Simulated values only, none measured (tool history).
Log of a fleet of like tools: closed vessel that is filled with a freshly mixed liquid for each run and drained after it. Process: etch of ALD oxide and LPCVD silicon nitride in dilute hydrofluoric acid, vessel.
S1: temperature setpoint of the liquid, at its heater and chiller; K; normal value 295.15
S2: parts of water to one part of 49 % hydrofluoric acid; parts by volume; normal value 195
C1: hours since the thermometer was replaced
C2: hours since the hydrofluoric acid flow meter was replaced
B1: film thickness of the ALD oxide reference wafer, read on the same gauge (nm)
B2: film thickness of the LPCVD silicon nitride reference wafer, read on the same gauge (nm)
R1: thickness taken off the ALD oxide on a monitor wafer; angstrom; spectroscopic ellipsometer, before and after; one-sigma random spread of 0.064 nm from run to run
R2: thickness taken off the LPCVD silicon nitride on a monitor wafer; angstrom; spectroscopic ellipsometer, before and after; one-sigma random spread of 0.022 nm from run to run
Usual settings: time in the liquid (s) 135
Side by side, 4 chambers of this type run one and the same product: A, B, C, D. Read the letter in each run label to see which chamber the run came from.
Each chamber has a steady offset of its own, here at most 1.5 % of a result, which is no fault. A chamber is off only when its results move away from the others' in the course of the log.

run 1A day=0.1 | S1=295.15 S2=195 time_in_the_liquid_(s)=135 | C1=818.8 C2=1817.7 | B1=120 B2=140 | R1=77.761 R2=3.4869
run 2D day=0.225 | S1=295.15 S2=195 time_in_the_liquid_(s)=135 | C1=484.1 C2=1142.1 | B1=120.01 B2=140.02 | R1=78.072 R2=3.3586
run 3B day=0.35 | S1=295.15 S2=195 time_in_the_liquid_(s)=135 | C1=1071.5 C2=1066.6 | B1=119.99 B2=140 | R1=76.309 R2=3.5022
run 4C day=0.512 | S1=295.15 S2=195 time_in_the_liquid_(s)=135 | C1=679.2 C2=629 | B1=119.99 B2=140.01 | R1=77.583 R2=3.4271
run 5A day=0.7 | S1=295.15 S2=195 time_in_the_liquid_(s)=135 | C1=833.2 C2=1832.1 | B1=120.01 B2=139.99 | R1=77.816 R2=3.8995
run 6D day=0.883 | S1=295.15 S2=195 time_in_the_liquid_(s)=135 | C1=499.9 C2=1157.9 | B1=120 B2=139.98 | R1=77.958 R2=3.5345
run 7B day=1.083 | S1=295.15 S2=195 time_in_the_liquid_(s)=135 | C1=1089.1 C2=1084.2 | B1=120.02 B2=140.02 | R1=77.747 R2=3.4087
-- day=1.104 chamber D: thermometer replaced
run 8C day=1.246 | S1=295.15 S2=195 time_in_the_liquid_(s)=135 | C1=696.8 C2=646.6 | B1=120.01 B2=140.02 | R1=77.605 R2=3.2043
run 9C day=1.379 | S1=295.15 S2=195 time_in_the_liquid_(s)=135 | C1=700 C2=649.8 | B1=120 B2=140.01 | R1=77.667 R2=3.3574
run 10A day=1.488 | S1=295.15 S2=195 time_in_the_liquid_(s)=135 | C1=852.1 C2=1851 | B1=120 B2=140.01 | R1=78.039 R2=3.6619
run 11B day=1.671 | S1=295.15 S2=245 time_in_the_liquid_(s)=135 | C1=1103.2 C2=1098.3 | B1=120.01 B2=139.99 | R1=58.351 R2=2.8096
run 12D day=1.767 | S1=295.15 S2=245 time_in_the_liquid_(s)=135 | C1=15.9 C2=1179.1 | B1=119.98 B2=140.01 | R1=57.867 R2=2.5797
run 13D day=1.883 | S1=295.15 S2=245 time_in_the_liquid_(s)=135 | C1=18.7 C2=1181.9 | B1=120.01 B2=139.99 | R1=57.649 R2=2.6139
run 14B day=2.017 | S1=295.15 S2=245 time_in_the_liquid_(s)=135 | C1=1111.5 C2=1106.6 | B1=120 B2=139.99 | R1=57.898 R2=2.5169
run 15A day=2.142 | S1=296.65 S2=195 time_in_the_liquid_(s)=100 | C1=867.8 C2=1866.7 | B1=120 B2=140 | R1=60.142 R2=2.2942
run 16C day=2.275 | S1=296.65 S2=195 time_in_the_liquid_(s)=100 | C1=721.5 C2=671.3 | B1=119.98 B2=140.02 | R1=61.42 R2=2.6681
run 17C day=2.383 | S1=296.65 S2=195 time_in_the_liquid_(s)=100 | C1=724.1 C2=673.9 | B1=120.01 B2=139.99 | R1=61.623 R2=2.6762
run 18A day=2.471 | S1=296.65 S2=195 time_in_the_liquid_(s)=100 | C1=875.7 C2=1874.6 | B1=120.01 B2=139.99 | R1=61.158 R2=2.4203
run 19D day=2.604 | S1=295.15 S2=195 time_in_the_liquid_(s)=135 | C1=36 C2=1199.2 | B1=119.99 B2=139.98 | R1=77.419 R2=3.2609
run 20B day=2.712 | S1=295.15 S2=260 time_in_the_liquid_(s)=65 | C1=1128.2 C2=1123.3 | B1=120 B2=140 | R1=25.95 R2=1.2744
run 21B day=2.85 | S1=295.15 S2=260 time_in_the_liquid_(s)=65 | C1=1131.5 C2=1126.6 | B1=120 B2=140 | R1=25.871 R2=1.1758
run 22D day=2.938 | S1=295.15 S2=260 time_in_the_liquid_(s)=65 | C1=44 C2=1207.2 | B1=119.99 B2=140.02 | R1=26.069 R2=1.2665
run 23A day=3.033 | S1=295.15 S2=260 time_in_the_liquid_(s)=65 | C1=889.2 C2=1888.1 | B1=120 B2=140.03 | R1=26.624 R2=1.2174
run 24C day=3.15 | S1=295.15 S2=195 time_in_the_liquid_(s)=135 | C1=742.5 C2=692.3 | B1=120.01 B2=140 | R1=78.888 R2=3.5457
run 25D day=3.35 | S1=293.65 S2=245 time_in_the_liquid_(s)=135 | C1=53.9 C2=1217.1 | B1=119.99 B2=139.99 | R1=56.185 R2=2.4409
run 26B day=3.454 | S1=293.65 S2=245 time_in_the_liquid_(s)=135 | C1=1146 C2=1141.1 | B1=120 B2=139.98 | R1=55.356 R2=2.685
run 27C day=3.625 | S1=293.65 S2=245 time_in_the_liquid_(s)=135 | C1=753.9 C2=703.7 | B1=120 B2=139.99 | R1=57.068 R2=2.2106
run 28A day=3.754 | S1=293.65 S2=245 time_in_the_liquid_(s)=135 | C1=906.5 C2=1905.4 | B1=120 B2=140.02 | R1=56.144 R2=2.3893
run 29C day=3.879 | S1=295.15 S2=195 time_in_the_liquid_(s)=135 | C1=760 C2=709.8 | B1=120.02 B2=140 | R1=79.202 R2=3.589
run 30A day=4.067 | S1=295.15 S2=240 time_in_the_liquid_(s)=110 | C1=914 C2=1912.9 | B1=119.99 B2=140 | R1=49.837 R2=2.2667
run 31D day=4.238 | S1=295.15 S2=240 time_in_the_liquid_(s)=110 | C1=75.2 C2=1238.4 | B1=120 B2=140.01 | R1=48.996 R2=2.3004
run 32B day=4.371 | S1=295.15 S2=240 time_in_the_liquid_(s)=110 | C1=1168 C2=1163.1 | B1=120 B2=140.02 | R1=48.998 R2=2.1217
-- day=4.388 chamber B: thermometer replaced
run 33C day=4.488 | S1=295.15 S2=240 time_in_the_liquid_(s)=110 | C1=774.6 C2=724.4 | B1=119.98 B2=139.96 | R1=50.795 R2=2.6779
run 34A day=4.65 | S1=295.15 S2=195 time_in_the_liquid_(s)=135 | C1=928 C2=1926.9 | B1=120 B2=139.98 | R1=77.181 R2=3.3067
run 35D day=4.746 | S1=295.15 S2=195 time_in_the_liquid_(s)=135 | C1=87.4 C2=1250.6 | B1=119.98 B2=140.01 | R1=77.769 R2=3.3102
run 36B day=4.838 | S1=295.15 S2=195 time_in_the_liquid_(s)=135 | C1=10.9 C2=1174.3 | B1=120.01 B2=140.02 | R1=76.756 R2=3.5817
run 37B day=5.012 | S1=295.15 S2=195 time_in_the_liquid_(s)=135 | C1=15.1 C2=1178.5 | B1=120.01 B2=140 | R1=76.659 R2=3.4338
run 38C day=5.15 | S1=295.15 S2=195 time_in_the_liquid_(s)=135 | C1=790.5 C2=740.3 | B1=119.99 B2=140 | R1=81.721 R2=3.6932
run 39D day=5.262 | S1=295.15 S2=195 time_in_the_liquid_(s)=135 | C1=99.8 C2=1263 | B1=120.01 B2=140.03 | R1=77.659 R2=3.4465
run 40A day=5.396 | S1=295.15 S2=195 time_in_the_liquid_(s)=135 | C1=945.9 C2=1944.8 | B1=120.01 B2=140.01 | R1=76.887 R2=3.2841

Does one chamber stand apart from the rest, does the shared gauge drift, or is all well apart from small per-chamber offsets? Give the chamber and the most likely cause, where there is one.

It is chamber C that slowly wanders off from its peers.
What lies behind it: liquid hotter than its thermometer reads (K) = 1.46.

Chamber C could run next with any of the 4 candidate recipes listed below; each alters the usual settings, and their results appear as question marks. Which one brings its results back in line with what the other chambers deliver on the usual settings?
In line means no further than this from the other chambers' mean on the usual settings: R1 2.3 angstrom; R2 0.78 angstrom
run 41C-1 day=5.542 | S1=292.65 S2=180 time_in_the_liquid_(s)=120 | R1=? R2=?
run 41C-2 day=5.542 | S1=294.15 S2=190 time_in_the_liquid_(s)=130 | R1=? R2=?
run 41C-3 day=5.542 | S1=297.65 S2=210 time_in_the_liquid_(s)=150 | R1=? R2=?
run 41C-4 day=5.542 | S1=296.15 S2=200 time_in_the_liquid_(s)=140 | R1=? R2=?

The other chambers' mean on the usual settings: R1 77.435 angstrom; R2 3.4181 angstrom
run=41C-1 R1=72.784 R2=3.0476
run=41C-2 R1=78.336 R2=3.4544
run=41C-3 R1=91.177 R2=4.5111
run=41C-4 R1=85.508 R2=4.0222
41C-2 is the one that brings the chamber's results back in line with the other chambers.
